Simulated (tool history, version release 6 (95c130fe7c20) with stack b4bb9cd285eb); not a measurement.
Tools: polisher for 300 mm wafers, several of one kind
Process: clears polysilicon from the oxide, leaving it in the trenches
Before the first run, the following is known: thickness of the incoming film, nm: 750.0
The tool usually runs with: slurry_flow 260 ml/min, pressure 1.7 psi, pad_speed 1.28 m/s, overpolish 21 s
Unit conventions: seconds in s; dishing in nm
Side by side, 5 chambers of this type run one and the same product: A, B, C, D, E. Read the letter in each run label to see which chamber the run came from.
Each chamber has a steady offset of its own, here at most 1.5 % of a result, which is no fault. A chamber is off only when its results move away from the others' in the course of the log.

run   hour  slurry_flow  pressure  pad_speed  overpolish  seconds  dishing
       4.2  -- chamber A: worn pad replaced by a new one
 1A   11.2          260       1.7       1.28          21   68.157   87.987
 2D   19.0          260       1.7       1.28          21   67.161   85.823
      28.4  -- chamber B: worn pad replaced by a new one
      34.7  -- chamber D: slurry nozzle cleaned
 3C   34.9          260       1.7       1.28          21   67.103   83.884
      36.8  -- chamber D: worn pad replaced by a new one
 4B   47.9          260       1.7       1.28          21   67.753   83.528
 5E   57.2          260       1.7       1.28          21   68.290   87.760
 6B   65.6          260       1.7       1.28          21   68.058   89.075
      68.4  -- chamber E: worn pad replaced by a new one
 7C   73.4          260       1.7       1.28          21   67.218   85.204
 8A   83.6          260       1.7       1.28          21   68.822   88.197
      93.4  -- chamber C: worn pad replaced by a new one
 9E  100.2          260       1.7       1.28          21   67.460   85.015
10D  108.7          260       1.7       1.28          21   65.936   87.307
     111.7  -- chamber B: slurry nozzle cleaned
     114.0  -- chamber A: worn pad replaced by a new one
11A  117.3          260       1.7       1.28          21   68.431   84.705
12E  130.1          260       1.7       1.28          21   68.525   85.180
     132.1  -- chamber D: worn pad replaced by a new one
     140.5  -- chamber B: worn pad replaced by a new one
13B  142.6          260       1.7       1.28          21   66.236   87.096
     150.5  -- chamber A: slurry nozzle cleaned
14C  152.1          260       1.7       1.28          21   67.525   87.391
15D  162.5          260       1.7       1.28          21   66.893   85.370
     173.3  -- chamber E: worn pad replaced by a new one
16D  177.4          260       1.7       1.28          21   67.625   85.727
     177.7  -- chamber B: head pressure recalibrated
17A  185.4          260       1.7       1.28          21   68.182   87.659
     195.0  -- chamber C: worn pad replaced by a new one
     195.6  -- chamber C: head pressure recalibrated
18C  200.0          260       1.7       1.28          21   67.663   85.014
19E  213.7          260       1.7       1.28          21   67.391   85.955
     219.2  -- chamber A: worn pad replaced by a new one
     222.9  -- chamber D: worn pad replaced by a new one
20B  225.4          260       1.7       1.28           9   67.653   64.050
     233.2  -- chamber B: worn pad replaced by a new one
21B  236.7          260       1.7       1.28           9   66.398   61.204
     242.2  -- chamber E: slurry nozzle cleaned
22C  253.4          260       1.7       1.28           9   66.786   62.674
     266.2  -- chamber A: head pressure recalibrated
23D  269.0          260       1.7       1.28           9   66.781   61.470
     269.7  -- chamber E: worn pad replaced by a new one
24A  278.2          260       1.7       1.28           9   67.525   61.454
     280.8  -- chamber C: worn pad replaced by a new one
25E  290.0          260       1.7       1.28          21   68.273   87.682
26A  300.2          260       1.7       1.28          21   68.364   88.243
     302.6  -- chamber A: worn pad replaced by a new one
     306.5  -- chamber D: worn pad replaced by a new one
27E  316.3          260       1.7       1.28          21   66.559   88.146
28B  324.8          260       1.7       1.28          21   67.109   86.891
29C  340.9          345       1.7       0.86          21   98.302   76.703
     344.7  -- chamber B: worn pad replaced by a new one
30D  349.7          345       1.7       0.86          21   95.734   77.824
31B  361.6          345       1.7       0.86          21   98.709   76.696
     368.0  -- chamber C: worn pad replaced by a new one
32A  373.0          345       1.7       0.86          21   97.243   76.890
     376.2  -- chamber E: worn pad replaced by a new one
     380.9  -- chamber C: slurry nozzle cleaned
33C  382.8          345       1.7       0.86          21   96.716   77.547
     383.5  -- chamber B: slurry nozzle cleaned
34D  393.4          260       1.7       1.28          21   67.163   82.192
35E  402.9          260       1.7       1.28          21   68.219   88.696
     406.9  -- chamber D: worn pad replaced by a new one
     415.3  -- chamber A: worn pad replaced by a new one
36D  419.1          260       1.7       1.28          21   66.987   83.541
37A  428.5          260       1.7       1.04          21   84.272   80.957
38E  443.8          260       1.7       1.04          21   82.812   81.661
     444.2  -- chamber B: worn pad replaced by a new one
39C  452.0          260       1.7       1.04          21   82.367   79.523
40B  461.6          260       1.7       1.04          21   83.744   79.723
41D  475.3          260       1.7       1.04          21   82.384   82.151
42A  490.6          260       1.7       1.28          21   68.039   84.186

Is one chamber off against the others, does the gauge drift, or is nothing wrong? If a chamber is off, say which, and what the likeliest cause is.

Neither any chamber nor the gauge drifts; the chambers differ only by their own small, steady offsets.

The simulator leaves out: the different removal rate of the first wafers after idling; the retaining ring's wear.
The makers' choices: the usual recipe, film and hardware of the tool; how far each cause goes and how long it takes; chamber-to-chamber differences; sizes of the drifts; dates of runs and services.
